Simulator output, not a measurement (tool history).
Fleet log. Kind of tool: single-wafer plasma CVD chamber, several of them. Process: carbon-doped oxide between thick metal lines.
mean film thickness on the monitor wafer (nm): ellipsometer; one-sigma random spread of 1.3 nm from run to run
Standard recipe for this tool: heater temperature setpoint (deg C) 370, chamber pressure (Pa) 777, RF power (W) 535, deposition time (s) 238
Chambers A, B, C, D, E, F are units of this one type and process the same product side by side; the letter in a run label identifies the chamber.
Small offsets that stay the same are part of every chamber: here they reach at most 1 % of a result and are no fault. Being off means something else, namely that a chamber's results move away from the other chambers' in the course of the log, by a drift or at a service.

run	hour	heater temperature setpoint (deg C)	chamber pressure (Pa)	RF power (W)	deposition time (s)	hours since the last thermocouple change	hours since the last RF generator calibration	hours since the last manometer calibration	read-back reference wafer on the same gauge, thickness_nm	mean film thickness on the monitor wafer (nm)
1D	3.7	370	777	535	238	1725.3	1158.9	1404.5	1130.5	1206.1
2B	10.5	370	777	535	238	1151.1	653.3	1395.5	1130.4	1226.8
3A	15.3	370	777	535	238	653.7	526.2	1182.3	1130.4	1210.4
4C	21	370	777	535	238	1443.8	716.5	1754.5	1130.7	1212.2
5E	26.7	370	927	585	238	2355.5	1122.6	606.4	1130.1	1294.3
6F	33.5	370	927	585	238	497.6	140.4	1230.6	1130.9	1307.9
7C	40.1	370	927	585	238	1462.9	735.6	1773.6	1130.6	1303.6
8E	45.3	370	927	585	238	2374.1	1141.2	625	1131.1	1296
9D	52.8	370	927	585	238	1774.4	1208	1453.6	1131.1	1298.2
# hour 55.6: chamber D: RF generator calibrated
10F	60.6	370	927	585	238	524.7	167.5	1257.7	1131.2	1306.3
11A	66	370	777	535	238	704.4	576.9	1233	1131.3	1210.2
12B	69.7	370	777	535	238	1210.3	712.5	1454.7	1131.3	1226.5
13A	73.4	370	777	535	238	711.8	584.3	1240.4	1131.5	1211.1
14E	77.8	370	777	535	238	2406.6	1173.7	657.5	1131.3	1206.4
15C	82.3	370	777	535	238	1505.1	777.8	1815.8	1131.3	1215.2
16D	86.2	370	777	535	238	1807.8	30.6	1487	1131.7	1208.9
17B	93.8	370	777	535	238	1234.4	736.6	1478.8	1131.8	1225.9
# hour 96.4: chamber B: capacitance manometer re-zeroed and calibrated
18F	97.3	370	777	535	238	561.4	204.2	1294.4	1131.9	1217.2
19F	104.5	370	777	535	238	568.6	211.4	1301.6	1131.6	1215.9
20B	111.2	370	777	535	238	1251.8	754	14.9	1132.3	1226
21E	116.7	370	777	535	238	2445.5	1212.6	696.4	1132.3	1208.3
22C	121.2	370	777	535	238	1544	816.7	1854.7	1132.5	1217.2
23A	125.2	370	777	535	238	763.6	636.1	1292.2	1132.5	1211.2
24D	132.7	370	777	535	238	1854.3	77.1	1533.5	1132.2	1207.7
25F	139.5	370	777	535	238	603.6	246.4	1336.6	1132.8	1217.7
26B	146.6	370	777	535	238	1287.2	789.4	50.3	1132.7	1224.9
27E	153.7	370	777	535	238	2482.5	1249.6	733.4	1132.8	1210.3
28A	160.1	370	777	535	238	798.5	671	1327.1	1133.2	1211.9
29D	164.1	370	777	535	238	1885.7	108.5	1564.9	1133.3	1210.1
30C	167.7	370	777	535	238	1590.5	863.2	1901.2	1133.2	1216
31F	172.2	370	777	535	238	636.3	279.1	1369.3	1133.5	1220
32A	179.2	370	777	535	238	817.6	690.1	1346.2	1133.5	1211.4
33B	186.7	370	777	535	238	1327.3	829.5	90.4	1133.4	1228
34D	193.5	370	777	535	238	1915.1	137.9	1594.3	1133.7	1210
35C	201.1	370	777	535	238	1623.9	896.6	1934.6	1133.9	1217.9
36E	208.4	370	777	535	238	2537.2	1304.3	788.1	1133.8	1209.8
37A	212.4	370	777	535	238	850.8	723.3	1379.4	1134.4	1212.4
38F	218.8	370	777	535	238	682.9	325.7	1415.9	1134.2	1221
39B	224.9	370	777	535	238	1365.5	867.7	128.6	1134.2	1228.5
40D	232.4	370	777	535	238	1954	176.8	1633.2	1134.3	1210.1
41E	238.6	370	777	535	238	2567.4	1334.5	818.3	1134.8	1211.9
42C	243.3	370	777	535	238	1666.1	938.8	1976.8	1134.6	1216.7
43F	251.2	370	777	535	238	715.3	358.1	1448.3	1134.7	1220.1
44C	256.1	370	777	535	238	1678.9	951.6	1989.6	1134.7	1220.2

Which is it: a chamber that has drifted or been left off by a service, a gauge drift common to all chambers, or only each chamber's usual small offset? If a chamber is off, name it and its likeliest cause.

None of the chambers is off. What moves is the gauge, dragging all their readings along together.
What lies behind it: gauge reads high (%) = 0.441.
